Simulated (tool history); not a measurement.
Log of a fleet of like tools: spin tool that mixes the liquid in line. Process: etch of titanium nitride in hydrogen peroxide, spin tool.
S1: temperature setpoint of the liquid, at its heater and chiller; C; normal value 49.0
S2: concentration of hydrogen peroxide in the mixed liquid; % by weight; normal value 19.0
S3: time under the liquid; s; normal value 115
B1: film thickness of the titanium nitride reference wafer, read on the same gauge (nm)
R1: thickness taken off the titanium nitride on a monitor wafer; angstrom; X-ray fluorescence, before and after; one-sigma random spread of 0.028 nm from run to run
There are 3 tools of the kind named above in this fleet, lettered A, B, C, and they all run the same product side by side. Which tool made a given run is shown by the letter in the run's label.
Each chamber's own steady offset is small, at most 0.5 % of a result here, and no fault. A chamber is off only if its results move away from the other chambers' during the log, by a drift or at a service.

run 1A day=0.175 | S1=49.0 S2=19.0 S3=115 | B1=59.974 | R1=59.812
run 2B day=0.383 | S1=49.0 S2=19.0 S3=115 | B1=59.995 | R1=59.394
run 3C day=0.558 | S1=49.0 S2=19.0 S3=115 | B1=60.038 | R1=59.512
-- day=0.650 chamber C: new drum of peroxide connected
run 4A day=0.708 | S1=49.0 S2=19.0 S3=115 | B1=60.017 | R1=59.812
run 5B day=0.971 | S1=49.0 S2=19.0 S3=115 | B1=60.003 | R1=59.613
run 6C day=1.129 | S1=49.0 S2=15.0 S3=115 | B1=60.012 | R1=57.315
run 7A day=1.271 | S1=49.0 S2=15.0 S3=115 | B1=60.037 | R1=56.411
run 8B day=1.504 | S1=49.0 S2=15.0 S3=115 | B1=59.989 | R1=57.026
run 9C day=1.746 | S1=49.0 S2=19.0 S3=115 | B1=59.986 | R1=59.382
run 10B day=1.971 | S1=49.0 S2=19.0 S3=115 | B1=59.973 | R1=59.371
run 11C day=2.233 | S1=49.0 S2=19.0 S3=115 | B1=59.982 | R1=59.821
run 12A day=2.388 | S1=49.0 S2=19.0 S3=115 | B1=60.033 | R1=59.617
run 13C day=2.512 | S1=53.0 S2=22.5 S3=115 | B1=60.013 | R1=82.215
run 14A day=2.738 | S1=53.0 S2=22.5 S3=115 | B1=60.045 | R1=81.792
run 15B day=3.012 | S1=53.0 S2=22.5 S3=115 | B1=60.056 | R1=82.268
run 16C day=3.138 | S1=49.0 S2=19.0 S3=115 | B1=60.011 | R1=59.649
run 17B day=3.354 | S1=49.0 S2=19.0 S3=115 | B1=60.011 | R1=59.190
-- day=3.471 chamber C: thermometer replaced
run 18A day=3.621 | S1=49.0 S2=19.0 S3=115 | B1=59.972 | R1=59.606
run 19C day=3.779 | S1=49.0 S2=19.0 S3=115 | B1=59.999 | R1=60.077
run 20B day=3.917 | S1=49.0 S2=19.0 S3=115 | B1=59.974 | R1=59.565
run 21A day=4.121 | S1=49.0 S2=19.0 S3=115 | B1=60.023 | R1=59.011
run 22B day=4.346 | S1=49.0 S2=19.0 S3=115 | B1=60.022 | R1=59.240
run 23C day=4.488 | S1=49.0 S2=19.0 S3=115 | B1=60.001 | R1=59.312
run 24A day=4.662 | S1=49.0 S2=19.0 S3=115 | B1=60.033 | R1=59.650
run 25C day=4.925 | S1=49.0 S2=19.0 S3=115 | B1=60.019 | R1=59.345
run 26B day=5.200 | S1=49.0 S2=19.0 S3=115 | B1=60.016 | R1=59.687
run 27A day=5.367 | S1=56.5 S2=21.5 S3=115 | B1=60.048 | R1=105.400
run 28A day=5.496 | S1=56.5 S2=21.5 S3=115 | B1=59.971 | R1=104.530
run 29B day=5.704 | S1=56.5 S2=21.5 S3=115 | B1=59.987 | R1=102.700
run 30C day=5.858 | S1=45.5 S2=24.5 S3=115 | B1=59.989 | R1=48.820
run 31C day=6.008 | S1=45.5 S2=24.5 S3=115 | B1=59.991 | R1=48.913
run 32A day=6.217 | S1=45.5 S2=24.5 S3=115 | B1=60.009 | R1=48.217
run 33B day=6.458 | S1=49.0 S2=19.0 S3=115 | B1=60.012 | R1=59.424
run 34B day=6.604 | S1=49.0 S2=19.0 S3=115 | B1=60.000 | R1=59.026
run 35A day=6.833 | S1=49.0 S2=19.0 S3=115 | B1=60.006 | R1=59.860
run 36C day=6.996 | S1=49.0 S2=19.0 S3=115 | B1=59.994 | R1=59.633
run 37A day=7.196 | S1=49.0 S2=19.0 S3=115 | B1=59.990 | R1=59.679
run 38B day=7.412 | S1=49.0 S2=19.0 S3=115 | B1=60.007 | R1=59.435
run 39C day=7.658 | S1=49.0 S2=19.0 S3=115 | B1=59.999 | R1=59.269
run 40B day=7.817 | S1=49.0 S2=19.0 S3=115 | B1=59.988 | R1=58.801
run 41C day=8.079 | S1=49.0 S2=19.0 S3=115 | B1=60.036 | R1=59.119

Read the log: is a single chamber off, either drifting away or since a service, is the gauge that measures every chamber drifting, or is nothing wrong beyond small per-chamber offsets? Name any odd chamber and what most likely caused it.

No chamber stands off beyond its own small offset, and the gauge holds steady.

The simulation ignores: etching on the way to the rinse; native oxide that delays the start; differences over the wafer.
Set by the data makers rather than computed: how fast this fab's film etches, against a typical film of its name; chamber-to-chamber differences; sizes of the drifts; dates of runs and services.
